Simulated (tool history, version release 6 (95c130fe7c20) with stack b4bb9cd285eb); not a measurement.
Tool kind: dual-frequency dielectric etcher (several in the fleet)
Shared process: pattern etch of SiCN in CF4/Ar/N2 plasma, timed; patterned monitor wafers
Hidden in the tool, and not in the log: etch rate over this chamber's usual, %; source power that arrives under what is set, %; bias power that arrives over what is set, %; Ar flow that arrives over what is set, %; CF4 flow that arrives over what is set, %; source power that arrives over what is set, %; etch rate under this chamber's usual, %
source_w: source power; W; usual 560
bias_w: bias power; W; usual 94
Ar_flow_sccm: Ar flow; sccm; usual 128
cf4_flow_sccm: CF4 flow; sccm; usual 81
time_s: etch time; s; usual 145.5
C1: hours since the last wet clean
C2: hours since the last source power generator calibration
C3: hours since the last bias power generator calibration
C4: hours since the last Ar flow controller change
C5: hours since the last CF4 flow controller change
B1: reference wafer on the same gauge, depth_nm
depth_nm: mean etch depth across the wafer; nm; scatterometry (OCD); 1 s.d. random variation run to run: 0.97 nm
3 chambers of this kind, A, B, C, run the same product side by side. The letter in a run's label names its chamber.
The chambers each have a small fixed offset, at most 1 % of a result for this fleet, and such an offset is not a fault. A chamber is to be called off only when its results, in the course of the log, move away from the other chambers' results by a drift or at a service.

Run 1C, hour 8.2: usual settings; C1 240.5; C2 3947.5; C3 545.3; C4 3899.4; C5 4928.2; B1 135.09. Result: depth_nm 162.13 nm.
Run 2B, hour 19.7: usual settings; C1 227.1; C2 1034.6; C3 1283.2; C4 3145.7; C5 2649.3; B1 135.01. Result: depth_nm 161.99 nm.
Run 3A, hour 31.7: usual settings; C1 68; C2 4190.1; C3 3840.3; C4 2023.5; C5 319.5; B1 135.02. Result: depth_nm 164.7 nm.
Run 4A, hour 40.9: usual settings; C1 77.2; C2 4199.3; C3 3849.5; C4 2032.7; C5 328.7; B1 135.2. Result: depth_nm 163.72 nm.
Run 5C, hour 50: usual settings; C1 282.3; C2 3989.3; C3 587.1; C4 3941.2; C5 4970; B1 135.17. Result: depth_nm 162.83 nm.
Run 6B, hour 56.2: usual settings; C1 263.6; C2 1071.1; C3 1319.7; C4 3182.2; C5 2685.8; B1 134.99. Result: depth_nm 162.81 nm.
Run 7B, hour 63.1: usual settings; C1 270.5; C2 1078; C3 1326.6; C4 3189.1; C5 2692.7; B1 134.94. Result: depth_nm 164.43 nm.
At hour 69.2: chamber A: Ar flow controller replaced.
Run 8C, hour 74.3: usual settings; C1 306.6; C2 4013.6; C3 611.4; C4 3965.5; C5 4994.3; B1 134.96. Result: depth_nm 162.45 nm.
Run 9A, hour 84.8: usual settings; C1 121.1; C2 4243.2; C3 3893.4; C4 15.7; C5 372.6; B1 135.21. Result: depth_nm 164.55 nm.
Run 10B, hour 93.2: usual settings but cf4_flow_sccm 71 sccm, time_s 165 s; C1 300.6; C2 1108.1; C3 1356.7; C4 3219.2; C5 2722.8; B1 135.11. Result: depth_nm 181.26 nm.
Run 11C, hour 103.2: usual settings but cf4_flow_sccm 71 sccm, time_s 165 s; C1 335.5; C2 4042.5; C3 640.3; C4 3994.4; C5 5023.2; B1 134.8. Result: depth_nm 179.82 nm.
Run 12A, hour 112.5: usual settings but cf4_flow_sccm 71 sccm, time_s 165 s; C1 148.8; C2 4270.9; C3 3921.1; C4 43.4; C5 400.3; B1 135.06. Result: depth_nm 182.03 nm.
Run 13A, hour 120.7: usual settings; C1 157; C2 4279.1; C3 3929.3; C4 51.6; C5 408.5; B1 135.03. Result: depth_nm 165.42 nm.
Run 14B, hour 131.2: usual settings; C1 338.6; C2 1146.1; C3 1394.7; C4 3257.2; C5 2760.8; B1 134.98. Result: depth_nm 163.1 nm.
Run 15C, hour 139.1: usual settings; C1 371.4; C2 4078.4; C3 676.2; C4 4030.3; C5 5059.1; B1 134.98. Result: depth_nm 160.72 nm.
Run 16B, hour 147: usual settings; C1 354.4; C2 1161.9; C3 1410.5; C4 3273; C5 2776.6; B1 135.01. Result: depth_nm 163.14 nm.
Run 17C, hour 159.2: usual settings; C1 391.5; C2 4098.5; C3 696.3; C4 4050.4; C5 5079.2; B1 134.89. Result: depth_nm 160.7 nm.
Run 18A, hour 171: usual settings; C1 207.3; C2 4329.4; C3 3979.6; C4 101.9; C5 458.8; B1 134.93. Result: depth_nm 163.72 nm.
Run 19A, hour 181.8: usual settings; C1 218.1; C2 4340.2; C3 3990.4; C4 112.7; C5 469.6; B1 135.04. Result: depth_nm 162.92 nm.
Run 20B, hour 190.8: usual settings; C1 398.2; C2 1205.7; C3 1454.3; C4 3316.8; C5 2820.4; B1 134.9. Result: depth_nm 164.95 nm.
Run 21C, hour 201.5: usual settings; C1 433.8; C2 4140.8; C3 738.6; C4 4092.7; C5 5121.5; B1 135.12. Result: depth_nm 160.79 nm.
Run 22B, hour 208.6: usual settings; C1 416; C2 1223.5; C3 1472.1; C4 3334.6; C5 2838.2; B1 135.06. Result: depth_nm 163.66 nm.
Run 23A, hour 218.4: usual settings; C1 254.7; C2 4376.8; C3 4027; C4 149.3; C5 506.2; B1 134.98. Result: depth_nm 162.36 nm.
Run 24C, hour 226.7: usual settings; C1 459; C2 4166; C3 763.8; C4 4117.9; C5 5146.7; B1 134.9. Result: depth_nm 160.53 nm.
Run 25B, hour 233.9: usual settings; C1 441.3; C2 1248.8; C3 1497.4; C4 3359.9; C5 2863.5; B1 135.02. Result: depth_nm 161.69 nm.
Run 26A, hour 244.1: usual settings; C1 280.4; C2 4402.5; C3 4052.7; C4 175; C5 531.9; B1 135.22. Result: depth_nm 163.23 nm.
Run 27C, hour 253.2: usual settings; C1 485.5; C2 4192.5; C3 790.3; C4 4144.4; C5 5173.2; B1 135. Result: depth_nm 158.92 nm.
Run 28C, hour 261.7: usual settings; C1 494; C2 4201; C3 798.8; C4 4152.9; C5 5181.7; B1 135.12. Result: depth_nm 158.88 nm.
Run 29A, hour 267.3: usual settings; C1 303.6; C2 4425.7; C3 4075.9; C4 198.2; C5 555.1; B1 134.9. Result: depth_nm 165.08 nm.
Run 30B, hour 276.9: usual settings; C1 484.3; C2 1291.8; C3 1540.4; C4 3402.9; C5 2906.5; B1 134.96. Result: depth_nm 164.86 nm.
At hour 288.6: chamber B: wet clean of the chamber.
Run 31C, hour 289.4: usual settings; C1 521.7; C2 4228.7; C3 826.5; C4 4180.6; C5 5209.4; B1 134.91. Result: depth_nm 158.59 nm.
Run 32B, hour 300: usual settings; C1 11.5; C2 1314.9; C3 1563.5; C4 3426; C5 2929.6; B1 134.93. Result: depth_nm 161.35 nm.
Run 33A, hour 312.7: usual settings; C1 349; C2 4471.1; C3 4121.3; C4 243.6; C5 600.5; B1 134.9. Result: depth_nm 164.71 nm.
Run 34A, hour 323.8: usual settings; C1 360.1; C2 4482.2; C3 4132.4; C4 254.7; C5 611.6; B1 135.12. Result: depth_nm 163.52 nm.
Run 35C, hour 332.7: usual settings; C1 565; C2 4272; C3 869.8; C4 4223.9; C5 5252.7; B1 134.92. Result: depth_nm 156.55 nm.
At hour 334.3: chamber A: wet clean of the chamber.
Run 36B, hour 344.6: usual settings; C1 56.1; C2 1359.5; C3 1608.1; C4 3470.6; C5 2974.2; B1 135.09. Result: depth_nm 161.93 nm.
Run 37A, hour 353.3: usual settings; C1 19; C2 4511.7; C3 4161.9; C4 284.2; C5 641.1; B1 134.9. Result: depth_nm 161.92 nm.
Run 38B, hour 360.3: usual settings but bias_w 77 W, Ar_flow_sccm 115 sccm; C1 71.8; C2 1375.2; C3 1623.8; C4 3486.3; C5 2989.9; B1 134.83. Result: depth_nm 155.37 nm.
Run 39C, hour 365.8: usual settings but bias_w 77 W, Ar_flow_sccm 115 sccm; C1 598.1; C2 4305.1; C3 902.9; C4 4257; C5 5285.8; B1 135.09. Result: depth_nm 147.69 nm.
Run 40A, hour 376.2: usual settings but bias_w 77 W, Ar_flow_sccm 115 sccm; C1 41.9; C2 4534.6; C3 4184.8; C4 307.1; C5 664; B1 134.87. Result: depth_nm 154.98 nm.
Run 41B, hour 386.2: usual settings but source_w 470 W, bias_w 83 W; C1 97.7; C2 1401.1; C3 1649.7; C4 3512.2; C5 3015.8; B1 135.18. Result: depth_nm 134.97 nm.
Run 42C, hour 398.4: usual settings but source_w 470 W, bias_w 83 W; C1 630.7; C2 4337.7; C3 935.5; C4 4289.6; C5 5318.4; B1 134.98. Result: depth_nm 126.36 nm.
Run 43C, hour 409.2: usual settings but source_w 470 W, bias_w 83 W; C1 641.5; C2 4348.5; C3 946.3; C4 4300.4; C5 5329.2; B1 135.19. Result: depth_nm 125.59 nm.
Run 44A, hour 417.1: usual settings but bias_w 116 W, cf4_flow_sccm 89 sccm; C1 82.8; C2 4575.5; C3 4225.7; C4 348; C5 704.9; B1 134.94. Result: depth_nm 178.38 nm.

Is one chamber off against the others, does the gauge drift, or is nothing wrong? If a chamber is off, say which, and what the likeliest cause is.

Chamber C drifts away from the others.
Cause: etch rate under this chamber's usual, % = 4.77.
With only this log, it may be confused with: source power that arrives under what is set, %.

Here are 4 candidates for chamber C's next run, each the usual settings with a change, their results left as question marks. Which one brings its results back in line with what the others give on the usual settings?
Maximum distance from the other chambers' mean on the usual settings for a result to count as in line: depth_nm 3.4 nm
Run 45C-1, hour 426.3: usual settings but Ar_flow_sccm 153 sccm, cf4_flow_sccm 65 sccm. Result: depth_nm ?.
Run 45C-2, hour 426.3: usual settings but source_w 570 W, bias_w 95 W, time_s 150.5 s. Result: depth_nm ?.
Run 45C-3, hour 426.3: usual settings but source_w 500 W. Result: depth_nm ?.
Run 45C-4, hour 426.3: usual settings but bias_w 120 W, cf4_flow_sccm 89 sccm. Result: depth_nm ?.

Average result of the remaining chambers running the usual settings: depth_nm 163.94 nm
  run  depth_nm
45C-1    147.01
45C-2    164.42
45C-3     141.5
45C-4    173.16
The answer is 45C-2, which returns the chamber to within the allowed miss of the others.

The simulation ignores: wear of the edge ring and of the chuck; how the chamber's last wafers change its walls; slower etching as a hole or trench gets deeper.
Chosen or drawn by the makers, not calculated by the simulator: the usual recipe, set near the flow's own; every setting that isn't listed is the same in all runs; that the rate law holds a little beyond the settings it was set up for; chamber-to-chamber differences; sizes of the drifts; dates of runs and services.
